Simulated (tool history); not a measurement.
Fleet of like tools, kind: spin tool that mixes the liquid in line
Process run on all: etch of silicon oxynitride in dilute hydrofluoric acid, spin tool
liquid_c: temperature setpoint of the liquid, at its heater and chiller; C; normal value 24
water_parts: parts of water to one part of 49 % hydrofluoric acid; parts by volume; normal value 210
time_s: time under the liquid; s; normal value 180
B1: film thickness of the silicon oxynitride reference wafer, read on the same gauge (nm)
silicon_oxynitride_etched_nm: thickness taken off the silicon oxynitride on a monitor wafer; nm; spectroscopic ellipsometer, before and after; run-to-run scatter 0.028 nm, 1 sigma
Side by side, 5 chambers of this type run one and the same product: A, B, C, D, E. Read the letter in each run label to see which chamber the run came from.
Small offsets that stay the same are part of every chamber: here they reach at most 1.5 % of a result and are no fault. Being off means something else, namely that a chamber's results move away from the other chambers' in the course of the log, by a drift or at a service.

run 1D hour=5.2 | liquid_c=24 water_parts=210 time_s=180 | B1=110 | silicon_oxynitride_etched_nm=3.7671
run 2C hour=12.8 | liquid_c=24 water_parts=210 time_s=180 | B1=109.98 | silicon_oxynitride_etched_nm=3.785
run 3E hour=23.7 | liquid_c=24 water_parts=210 time_s=180 | B1=110.06 | silicon_oxynitride_etched_nm=3.7958
run 4A hour=32.5 | liquid_c=24 water_parts=210 time_s=180 | B1=110 | silicon_oxynitride_etched_nm=3.6914
-- hour=33.8 chamber E: hydrofluoric acid flow meter replaced
run 5B hour=42.4 | liquid_c=24 water_parts=210 time_s=180 | B1=109.98 | silicon_oxynitride_etched_nm=3.7466
run 6E hour=53.3 | liquid_c=24 water_parts=210 time_s=180 | B1=109.99 | silicon_oxynitride_etched_nm=3.791
run 7D hour=62 | liquid_c=24 water_parts=210 time_s=100 | B1=110 | silicon_oxynitride_etched_nm=2.0833
run 8C hour=72.7 | liquid_c=24 water_parts=210 time_s=100 | B1=110.01 | silicon_oxynitride_etched_nm=2.0637
run 9A hour=78.9 | liquid_c=24 water_parts=210 time_s=100 | B1=109.98 | silicon_oxynitride_etched_nm=2.0721
run 10B hour=86.7 | liquid_c=24 water_parts=210 time_s=100 | B1=110 | silicon_oxynitride_etched_nm=2.0723
run 11B hour=95.3 | liquid_c=24 water_parts=210 time_s=100 | B1=110.01 | silicon_oxynitride_etched_nm=2.0952
run 12E hour=102.2 | liquid_c=24 water_parts=210 time_s=180 | B1=110.03 | silicon_oxynitride_etched_nm=3.7711
-- hour=109.6 chamber A: thermometer replaced
run 13C hour=112.5 | liquid_c=24 water_parts=210 time_s=180 | B1=110 | silicon_oxynitride_etched_nm=3.7381
run 14A hour=118.7 | liquid_c=24 water_parts=210 time_s=180 | B1=109.97 | silicon_oxynitride_etched_nm=3.6973
run 15D hour=123.9 | liquid_c=24 water_parts=210 time_s=180 | B1=110 | silicon_oxynitride_etched_nm=3.6794
run 16A hour=132.2 | liquid_c=24 water_parts=210 time_s=180 | B1=110.03 | silicon_oxynitride_etched_nm=3.71
run 17D hour=139.9 | liquid_c=24 water_parts=210 time_s=180 | B1=110 | silicon_oxynitride_etched_nm=3.7348
run 18E hour=147.1 | liquid_c=26.5 water_parts=260 time_s=180 | B1=110 | silicon_oxynitride_etched_nm=3.2596
run 19C hour=154.6 | liquid_c=26.5 water_parts=260 time_s=180 | B1=109.97 | silicon_oxynitride_etched_nm=3.2313
run 20B hour=162.9 | liquid_c=26.5 water_parts=260 time_s=180 | B1=110 | silicon_oxynitride_etched_nm=3.2946
-- hour=168.2 chamber D: hydrofluoric acid flow meter replaced
run 21D hour=171.8 | liquid_c=26.5 water_parts=260 time_s=180 | B1=109.99 | silicon_oxynitride_etched_nm=3.249
run 22C hour=180.6 | liquid_c=26.5 water_parts=260 time_s=180 | B1=110.04 | silicon_oxynitride_etched_nm=3.1865
-- hour=185 chamber A: hydrofluoric acid flow meter replaced
run 23B hour=191.8 | liquid_c=24 water_parts=210 time_s=180 | B1=110 | silicon_oxynitride_etched_nm=3.7269
run 24A hour=200.1 | liquid_c=24 water_parts=210 time_s=180 | B1=109.95 | silicon_oxynitride_etched_nm=3.6715
run 25E hour=205.7 | liquid_c=24 water_parts=210 time_s=180 | B1=109.99 | silicon_oxynitride_etched_nm=3.7702
run 26D hour=213.8 | liquid_c=24 water_parts=210 time_s=180 | B1=110.04 | silicon_oxynitride_etched_nm=3.7519
run 27A hour=223.5 | liquid_c=22 water_parts=210 time_s=180 | B1=109.99 | silicon_oxynitride_etched_nm=3.4019
run 28E hour=231.3 | liquid_c=22 water_parts=210 time_s=180 | B1=109.99 | silicon_oxynitride_etched_nm=3.445
run 29B hour=241.5 | liquid_c=22 water_parts=210 time_s=180 | B1=109.98 | silicon_oxynitride_etched_nm=3.4031
run 30C hour=248.6 | liquid_c=22 water_parts=210 time_s=180 | B1=109.99 | silicon_oxynitride_etched_nm=3.2758
run 31E hour=257.2 | liquid_c=22 water_parts=210 time_s=180 | B1=110 | silicon_oxynitride_etched_nm=3.4716
run 32C hour=262.2 | liquid_c=20 water_parts=145 time_s=180 | B1=110.02 | silicon_oxynitride_etched_nm=4.4253
run 33B hour=271.3 | liquid_c=20 water_parts=145 time_s=180 | B1=109.99 | silicon_oxynitride_etched_nm=4.6496
run 34A hour=279.5 | liquid_c=20 water_parts=145 time_s=180 | B1=109.98 | silicon_oxynitride_etched_nm=4.723
run 35D hour=287.6 | liquid_c=20 water_parts=145 time_s=180 | B1=109.99 | silicon_oxynitride_etched_nm=4.7324
run 36B hour=297.7 | liquid_c=20 water_parts=145 time_s=180 | B1=109.94 | silicon_oxynitride_etched_nm=4.6734
run 37A hour=305.9 | liquid_c=24 water_parts=210 time_s=180 | B1=110.02 | silicon_oxynitride_etched_nm=3.7447
run 38C hour=310.9 | liquid_c=24 water_parts=210 time_s=180 | B1=109.99 | silicon_oxynitride_etched_nm=3.4235
run 39E hour=316.2 | liquid_c=24 water_parts=210 time_s=180 | B1=109.99 | silicon_oxynitride_etched_nm=3.7976
run 40D hour=326.5 | liquid_c=24 water_parts=210 time_s=180 | B1=110.02 | silicon_oxynitride_etched_nm=3.7035

Predict what each chamber gives when all 5 of them run the settings below next.
run 41A hour=334.7 | liquid_c=24 water_parts=270 time_s=180 | silicon_oxynitride_etched_nm=?
run 41B hour=334.7 | liquid_c=24 water_parts=270 time_s=180 | silicon_oxynitride_etched_nm=?
run 41C hour=334.7 | liquid_c=24 water_parts=270 time_s=180 | silicon_oxynitride_etched_nm=?
run 41D hour=334.7 | liquid_c=24 water_parts=270 time_s=180 | silicon_oxynitride_etched_nm=?
run 41E hour=334.7 | liquid_c=24 water_parts=270 time_s=180 | silicon_oxynitride_etched_nm=?

run=41A silicon_oxynitride_etched_nm=2.7769
run=41B silicon_oxynitride_etched_nm=2.7629
run=41C silicon_oxynitride_etched_nm=2.5412
run=41D silicon_oxynitride_etched_nm=2.7872
run=41E silicon_oxynitride_etched_nm=2.8072
